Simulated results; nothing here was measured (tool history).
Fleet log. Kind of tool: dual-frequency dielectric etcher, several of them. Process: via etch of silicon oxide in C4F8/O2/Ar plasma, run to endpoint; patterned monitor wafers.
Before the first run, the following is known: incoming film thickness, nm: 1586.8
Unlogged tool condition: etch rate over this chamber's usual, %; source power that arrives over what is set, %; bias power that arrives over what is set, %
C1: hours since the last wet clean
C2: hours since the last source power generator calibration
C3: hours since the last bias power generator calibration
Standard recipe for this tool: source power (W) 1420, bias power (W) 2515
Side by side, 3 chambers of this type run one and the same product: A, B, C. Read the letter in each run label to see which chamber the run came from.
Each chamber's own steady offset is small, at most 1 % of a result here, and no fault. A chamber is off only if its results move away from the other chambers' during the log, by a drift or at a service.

run 1A hour=8.7 | source_power_(W)=1420 bias_power_(W)=2515 | C1=167.5 C2=1744.4 C3=697.8 | endpoint_time_(s)=333.24
run 2C hour=17.5 | source_power_(W)=1420 bias_power_(W)=2515 | C1=250.4 C2=1031.8 C3=4055.3 | endpoint_time_(s)=331.47
run 3B hour=23.5 | source_power_(W)=1420 bias_power_(W)=2515 | C1=452.4 C2=2083.5 C3=2334.6 | endpoint_time_(s)=333.35
run 4B hour=30.7 | source_power_(W)=1420 bias_power_(W)=2515 | C1=459.6 C2=2090.7 C3=2341.8 | endpoint_time_(s)=334.36
run 5C hour=39.7 | source_power_(W)=1420 bias_power_(W)=2515 | C1=272.6 C2=1054 C3=4077.5 | endpoint_time_(s)=333.2
run 6A hour=49.3 | source_power_(W)=1420 bias_power_(W)=2515 | C1=208.1 C2=1785 C3=738.4 | endpoint_time_(s)=330.66
run 7C hour=60.4 | source_power_(W)=1620 bias_power_(W)=2866 | C1=293.3 C2=1074.7 C3=4098.2 | endpoint_time_(s)=303.05
run 8B hour=66.1 | source_power_(W)=1620 bias_power_(W)=2866 | C1=495 C2=2126.1 C3=2377.2 | endpoint_time_(s)=308.06
run 9A hour=76.1 | source_power_(W)=1620 bias_power_(W)=2866 | C1=234.9 C2=1811.8 C3=765.2 | endpoint_time_(s)=300.17
run 10B hour=86.1 | source_power_(W)=1420 bias_power_(W)=2515 | C1=515 C2=2146.1 C3=2397.2 | endpoint_time_(s)=335.79
run 11C hour=92.3 | source_power_(W)=1420 bias_power_(W)=2515 | C1=325.2 C2=1106.6 C3=4130.1 | endpoint_time_(s)=332.79
run 12A hour=98.2 | source_power_(W)=1420 bias_power_(W)=2515 | C1=257 C2=1833.9 C3=787.3 | endpoint_time_(s)=330.61
run 13C hour=106.6 | source_power_(W)=1420 bias_power_(W)=2515 | C1=339.5 C2=1120.9 C3=4144.4 | endpoint_time_(s)=330.89
run 14A hour=115.6 | source_power_(W)=1420 bias_power_(W)=2515 | C1=274.4 C2=1851.3 C3=804.7 | endpoint_time_(s)=330.86
run 15B hour=123.1 | source_power_(W)=1420 bias_power_(W)=1903 | C1=552 C2=2183.1 C3=2434.2 | endpoint_time_(s)=364.9
run 16C hour=133.4 | source_power_(W)=1420 bias_power_(W)=1903 | C1=366.3 C2=1147.7 C3=4171.2 | endpoint_time_(s)=358.79
run 17A hour=139.6 | source_power_(W)=1420 bias_power_(W)=1903 | C1=298.4 C2=1875.3 C3=828.7 | endpoint_time_(s)=360.74
run 18B hour=146.3 | source_power_(W)=1420 bias_power_(W)=2515 | C1=575.2 C2=2206.3 C3=2457.4 | endpoint_time_(s)=334.38
run 19B hour=151.7 | source_power_(W)=1420 bias_power_(W)=2925 | C1=580.6 C2=2211.7 C3=2462.8 | endpoint_time_(s)=319.36
run 20A hour=163.1 | source_power_(W)=1420 bias_power_(W)=2925 | C1=321.9 C2=1898.8 C3=852.2 | endpoint_time_(s)=314.79
-- hour=167.3 chamber C: bias power generator calibrated
run 21C hour=174.4 | source_power_(W)=1420 bias_power_(W)=2925 | C1=407.3 C2=1188.7 C3=7.1 | endpoint_time_(s)=314.6
-- hour=177.8 chamber B: wet clean of the chamber
run 22C hour=183.5 | source_power_(W)=1420 bias_power_(W)=2515 | C1=416.4 C2=1197.8 C3=16.2 | endpoint_time_(s)=329.45
run 23B hour=194.5 | source_power_(W)=1420 bias_power_(W)=2515 | C1=16.8 C2=2254.5 C3=2505.6 | endpoint_time_(s)=336.18
run 24A hour=201.4 | source_power_(W)=1420 bias_power_(W)=2515 | C1=360.2 C2=1937.1 C3=890.5 | endpoint_time_(s)=331.08
run 25A hour=212 | source_power_(W)=1420 bias_power_(W)=2515 | C1=370.8 C2=1947.7 C3=901.1 | endpoint_time_(s)=333.6
run 26C hour=217.6 | source_power_(W)=1420 bias_power_(W)=2515 | C1=450.5 C2=1231.9 C3=50.3 | endpoint_time_(s)=328.07
run 27B hour=225.6 | source_power_(W)=1420 bias_power_(W)=2764 | C1=47.9 C2=2285.6 C3=2536.7 | endpoint_time_(s)=326.11
run 28B hour=236 | source_power_(W)=1420 bias_power_(W)=2764 | C1=58.3 C2=2296 C3=2547.1 | endpoint_time_(s)=324.99
run 29C hour=246 | source_power_(W)=1420 bias_power_(W)=2764 | C1=478.9 C2=1260.3 C3=78.7 | endpoint_time_(s)=317.16
run 30A hour=251 | source_power_(W)=1420 bias_power_(W)=2515 | C1=409.8 C2=1986.7 C3=940.1 | endpoint_time_(s)=332.48
run 31B hour=262.2 | source_power_(W)=1550 bias_power_(W)=2515 | C1=84.5 C2=2322.2 C3=2573.3 | endpoint_time_(s)=322.74
run 32A hour=272.9 | source_power_(W)=1550 bias_power_(W)=2515 | C1=431.7 C2=2008.6 C3=962 | endpoint_time_(s)=318

The same settings go to every chamber for the next run, one line per chamber below. Forecast the results for each:
run 33A hour=281.3 | source_power_(W)=1420 bias_power_(W)=2990 | endpoint_time_(s)=?
run 33B hour=281.3 | source_power_(W)=1420 bias_power_(W)=2990 | endpoint_time_(s)=?
run 33C hour=281.3 | source_power_(W)=1420 bias_power_(W)=2990 | endpoint_time_(s)=?

run=33A endpoint_time_(s)=312.81
run=33B endpoint_time_(s)=318.02
run=33C endpoint_time_(s)=307.07

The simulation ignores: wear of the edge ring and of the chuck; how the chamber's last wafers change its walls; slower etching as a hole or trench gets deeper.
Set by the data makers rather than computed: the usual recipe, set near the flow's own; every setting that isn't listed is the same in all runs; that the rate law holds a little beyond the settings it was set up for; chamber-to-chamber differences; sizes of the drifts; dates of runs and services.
